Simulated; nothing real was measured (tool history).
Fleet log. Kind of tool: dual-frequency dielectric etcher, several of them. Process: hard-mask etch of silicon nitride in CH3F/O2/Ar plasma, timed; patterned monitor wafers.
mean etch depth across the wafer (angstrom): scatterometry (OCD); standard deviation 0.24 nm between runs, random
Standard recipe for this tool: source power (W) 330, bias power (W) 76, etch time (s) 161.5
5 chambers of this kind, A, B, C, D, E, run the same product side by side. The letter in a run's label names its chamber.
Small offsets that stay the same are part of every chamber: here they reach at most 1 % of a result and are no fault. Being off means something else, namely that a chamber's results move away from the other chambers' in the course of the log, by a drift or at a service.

run,hour,source power (W),bias power (W),etch time (s),hours since the last wet clean,hours since the last source power generator calibration,hours since the last bias power generator calibration,"read-back reference wafer on the same gauge, depth_nm",mean etch depth across the wafer (angstrom)
1C,7.1,330,76,161.5,25.9,592.0,3692.1,92.988,1074.5
2D,17.0,330,76,161.5,89.7,2538.8,730.7,93.023,1065.6
3A,27.6,330,76,161.5,242.5,1455.2,3427.7,93.022,1076.5
4E,43.5,330,76,161.5,78.3,1725.6,1462.6,93.038,1077.6
5B,55.0,330,76,161.5,359.0,1948.7,349.1,92.959,1062.3
6D,63.5,330,76,161.5,136.2,2585.3,777.2,93.013,1064.5
7C,75.8,330,76,187.0,94.6,660.7,3760.8,93.030,1247.0
8E,85.3,330,76,187.0,120.1,1767.4,1504.4,92.985,1255.1
9A,92.8,330,76,187.0,307.7,1520.4,3492.9,93.005,1249.2
# hour 96.7: chamber C: bias power generator calibrated
10B,103.7,330,76,187.0,407.7,1997.4,397.8,93.006,1228.9
11B,118.3,330,76,187.0,422.3,2012.0,412.4,92.975,1228.9
# hour 133.0: chamber B: wet clean of the chamber
12D,133.9,330,76,161.5,206.6,2655.7,847.6,93.032,1065.5
13E,148.2,360,60,161.5,183.0,1830.3,1567.3,93.028,1027.6
14A,158.8,360,60,161.5,373.7,1586.4,3558.9,92.996,1027.1
15C,166.6,360,60,161.5,185.4,751.5,70.0,92.981,1022.9
16E,175.6,360,60,161.5,210.4,1857.7,1594.7,92.988,1029.8
# hour 184.8: chamber A: wet clean of the chamber
17B,189.3,360,60,161.5,56.3,2083.0,483.4,92.998,1005.0
18D,203.6,330,76,161.5,276.3,2725.4,917.3,93.007,1067.1
19C,213.9,330,76,161.5,232.7,798.8,117.3,93.033,1072.3
20A,227.0,330,76,161.5,42.3,1654.6,3627.1,93.044,1077.5
21E,242.9,330,83,207.5,277.7,1925.0,1662.0,93.028,1431.8
22D,256.4,330,83,207.5,329.1,2778.2,970.1,92.981,1411.7
23C,270.3,330,83,207.5,289.1,855.2,173.7,93.037,1416.6
24B,285.7,330,83,207.5,152.7,2179.4,579.8,92.990,1412.4
25A,296.3,330,83,207.5,111.6,1723.9,3696.4,92.971,1421.1
26B,307.1,330,90,204.5,174.1,2200.8,601.2,92.991,1427.1
27C,317.3,330,90,204.5,336.1,902.2,220.7,93.015,1443.4
# hour 321.9: chamber D: wet clean of the chamber
28A,328.1,330,90,204.5,143.4,1755.7,3728.2,92.961,1447.4
29E,336.3,330,90,204.5,371.1,2018.4,1755.4,93.020,1453.2
30D,348.1,330,90,204.5,26.2,2869.9,1061.8,93.024,1427.4
31E,357.0,330,76,161.5,391.8,2039.1,1776.1,92.977,1079.2
32D,364.7,330,76,161.5,42.8,2886.5,1078.4,93.009,1064.7
33A,375.8,330,76,199.5,191.1,1803.4,3775.9,92.984,1329.4
# hour 380.9: chamber C: wet clean of the chamber
34C,385.8,330,76,199.5,4.9,970.7,289.2,93.038,1323.2
35B,395.1,330,76,199.5,262.1,2288.8,689.2,92.989,1314.9
36D,406.3,330,76,199.5,84.4,2928.1,1120.0,93.006,1316.2
37B,416.5,330,76,199.5,283.5,2310.2,710.6,93.058,1303.5

Is one chamber out of step, is the gauge drifting, or do the chambers differ by no more than their own small offsets? For an off chamber, give its letter and the likeliest cause.

Nothing is wrong: each chamber keeps only its own small, steady offset and the gauge holds still.

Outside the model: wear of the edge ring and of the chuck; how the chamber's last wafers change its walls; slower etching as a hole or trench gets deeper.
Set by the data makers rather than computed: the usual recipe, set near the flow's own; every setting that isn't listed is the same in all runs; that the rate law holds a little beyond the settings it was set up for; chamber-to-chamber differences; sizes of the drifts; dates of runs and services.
